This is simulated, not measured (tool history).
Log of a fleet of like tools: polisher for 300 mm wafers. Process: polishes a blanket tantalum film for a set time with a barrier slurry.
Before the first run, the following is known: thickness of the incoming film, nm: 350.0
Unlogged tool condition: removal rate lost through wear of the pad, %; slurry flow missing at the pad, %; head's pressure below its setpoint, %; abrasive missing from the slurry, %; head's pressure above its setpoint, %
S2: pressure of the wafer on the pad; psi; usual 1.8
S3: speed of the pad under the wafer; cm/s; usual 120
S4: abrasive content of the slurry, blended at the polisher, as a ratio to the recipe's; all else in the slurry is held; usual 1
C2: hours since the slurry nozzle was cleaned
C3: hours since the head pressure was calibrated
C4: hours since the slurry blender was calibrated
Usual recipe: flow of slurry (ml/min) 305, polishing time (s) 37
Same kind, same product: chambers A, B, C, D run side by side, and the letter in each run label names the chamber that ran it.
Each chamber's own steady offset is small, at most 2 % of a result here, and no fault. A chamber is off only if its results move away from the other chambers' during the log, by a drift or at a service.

At hour 3.1: chamber D: worn pad replaced by a new one.
Run 1D, hour 4.2: usual settings; wafers polished on this pad 15; C2 564.7; C3 1122.2; C4 272.2. Result: film removed (nm) 61.927.
Run 2C, hour 8.8: usual settings; wafers polished on this pad 350; C2 532.2; C3 139.9; C4 386.8. Result: film removed (nm) 59.808.
Run 3B, hour 11.1: usual settings; wafers polished on this pad 723; C2 257.2; C3 1037.3; C4 344.5. Result: film removed (nm) 60.883.
Run 4A, hour 14.5: usual settings; wafers polished on this pad 365; C2 201.9; C3 1013.6; C4 61.9. Result: film removed (nm) 62.412.
Run 5B, hour 18.8: usual settings; wafers polished on this pad 825; C2 264.9; C3 1045.0; C4 352.2. Result: film removed (nm) 60.729.
At hour 20.1: chamber D: slurry blender recalibrated.
Run 6C, hour 20.8: usual settings but flow of slurry (ml/min) 230, polishing time (s) 42; wafers polished on this pad 509; C2 544.2; C3 151.9; C4 398.8. Result: film removed (nm) 67.103.
Run 7D, hour 23.6: usual settings but flow of slurry (ml/min) 230, polishing time (s) 42; wafers polished on this pad 273; C2 584.1; C3 1141.6; C4 3.6. Result: film removed (nm) 68.281.
Run 8A, hour 26.8: usual settings but flow of slurry (ml/min) 230, polishing time (s) 42; wafers polished on this pad 528; C2 214.2; C3 1025.9; C4 74.2. Result: film removed (nm) 68.876.
At hour 28.8: chamber C: slurry blender recalibrated.
Run 9A, hour 29.9: usual settings but flow of slurry (ml/min) 230, polishing time (s) 42; wafers polished on this pad 569; C2 217.3; C3 1029.0; C4 77.3. Result: film removed (nm) 70.770.
At hour 31.1: chamber B: worn pad replaced by a new one.
Run 10D, hour 31.9: usual settings; wafers polished on this pad 383; C2 592.4; C3 1149.9; C4 11.9. Result: film removed (nm) 61.386.
Run 11B, hour 35.5: usual settings; wafers polished on this pad 58; C2 281.6; C3 1061.7; C4 368.9. Result: film removed (nm) 60.901.
Run 12C, hour 38.1: usual settings; wafers polished on this pad 738; C2 561.5; C3 169.2; C4 9.4. Result: film removed (nm) 58.608.
Run 13A, hour 41.8: usual settings; wafers polished on this pad 727; C2 229.2; C3 1040.9; C4 89.2. Result: film removed (nm) 62.082.
Run 14D, hour 44.4: usual settings; wafers polished on this pad 549; C2 604.9; C3 1162.4; C4 24.4. Result: film removed (nm) 62.466.
Run 15C, hour 48.7: usual settings; wafers polished on this pad 879; C2 572.1; C3 179.8; C4 20.0. Result: film removed (nm) 60.067.
At hour 51.4: chamber D: worn pad replaced by a new one.
Run 16B, hour 53.2: usual settings; wafers polished on this pad 293; C2 299.3; C3 1079.4; C4 386.6. Result: film removed (nm) 62.916.
Run 17C, hour 56.6: usual settings; wafers polished on this pad 984; C2 580.0; C3 187.7; C4 27.9. Result: film removed (nm) 57.902.
At hour 58.6: chamber D: slurry nozzle cleaned.
Run 18D, hour 60.7: usual settings; wafers polished on this pad 124; C2 2.1; C3 1178.7; C4 40.7. Result: film removed (nm) 60.999.
Run 19B, hour 63.6: usual settings; wafers polished on this pad 431; C2 309.7; C3 1089.8; C4 397.0. Result: film removed (nm) 61.713.
Run 20A, hour 66.6: usual settings; wafers polished on this pad 1056; C2 254.0; C3 1065.7; C4 114.0. Result: film removed (nm) 62.394.
Run 21D, hour 68.8: usual settings; wafers polished on this pad 231; C2 10.2; C3 1186.8; C4 48.8. Result: film removed (nm) 61.959.
Run 22B, hour 72.4: usual settings but polishing time (s) 46; wafers polished on this pad 547; C2 318.5; C3 1098.6; C4 405.8. Result: film removed (nm) 75.211.
Run 23A, hour 74.7: usual settings but polishing time (s) 46; wafers polished on this pad 1164; C2 262.1; C3 1073.8; C4 122.1. Result: film removed (nm) 77.728.
Run 24C, hour 77.9: usual settings but polishing time (s) 46; wafers polished on this pad 1266; C2 601.3; C3 209.0; C4 49.2. Result: film removed (nm) 69.464.
Run 25D, hour 79.9: usual settings but polishing time (s) 46; wafers polished on this pad 378; C2 21.3; C3 1197.9; C4 59.9. Result: film removed (nm) 77.835.
Run 26A, hour 82.8: usual settings; wafers polished on this pad 1271; C2 270.2; C3 1081.9; C4 130.2. Result: film removed (nm) 62.968.
Run 27C, hour 86.6: usual settings; wafers polished on this pad 1382; C2 610.0; C3 217.7; C4 57.9. Result: film removed (nm) 55.061.
Run 28B, hour 89.1: usual settings; wafers polished on this pad 769; C2 335.2; C3 1115.3; C4 422.5. Result: film removed (nm) 60.174.
Run 29A, hour 92.6: usual settings; wafers polished on this pad 1401; C2 280.0; C3 1091.7; C4 140.0. Result: film removed (nm) 62.964.
Run 30B, hour 95.6: usual settings; wafers polished on this pad 855; C2 341.7; C3 1121.8; C4 429.0. Result: film removed (nm) 61.814.
At hour 98.8: chamber C: slurry nozzle cleaned.
Run 31D, hour 98.9: usual settings; wafers polished on this pad 630; C2 40.3; C3 1216.9; C4 78.9. Result: film removed (nm) 62.781.
Run 32C, hour 102.6: usual settings; wafers polished on this pad 1594; C2 3.9; C3 233.7; C4 73.9. Result: film removed (nm) 55.554.

One chamber off, gauge drift, or nothing amiss beyond the chambers' own small offsets? If it is a chamber, which one, and what is the likeliest cause?

Little by little, chamber C moves away from the other chambers.
What lies behind it: removal rate lost through wear of the pad, % = 9.26.
The log may not separate it from: head's pressure below its setpoint, %.

Below are 4 candidate recipes for chamber C's next run, each the usual settings with a change, their results shown as question marks. Which of them brings C's results back in line with what the other chambers give on the usual settings?
Allowed miss from the other chambers' usual-settings mean, per result, to count as in line: film removed (nm) 3.000
Run 33C-1, hour 105.9: usual settings but polishing time (s) 33. Result: film removed (nm) ?.
Run 33C-2, hour 105.9: usual settings but S2 1.9 psi, S3 126 cm/s. Result: film removed (nm) ?.
Run 33C-3, hour 105.9: usual settings but S2 1.7 psi, S3 112 cm/s, polishing time (s) 34. Result: film removed (nm) ?.
Run 33C-4, hour 105.9: usual settings but S2 1.9 psi, S3 128 cm/s, polishing time (s) 40. Result: film removed (nm) ?.

The other chambers' mean on the usual settings: film removed (nm) 61.987
  run  film removed (nm)
33C-1             49.749
33C-2             61.824
33C-3             45.186
33C-4             67.891
With 33C-2, the chamber falls back in line with the rest.
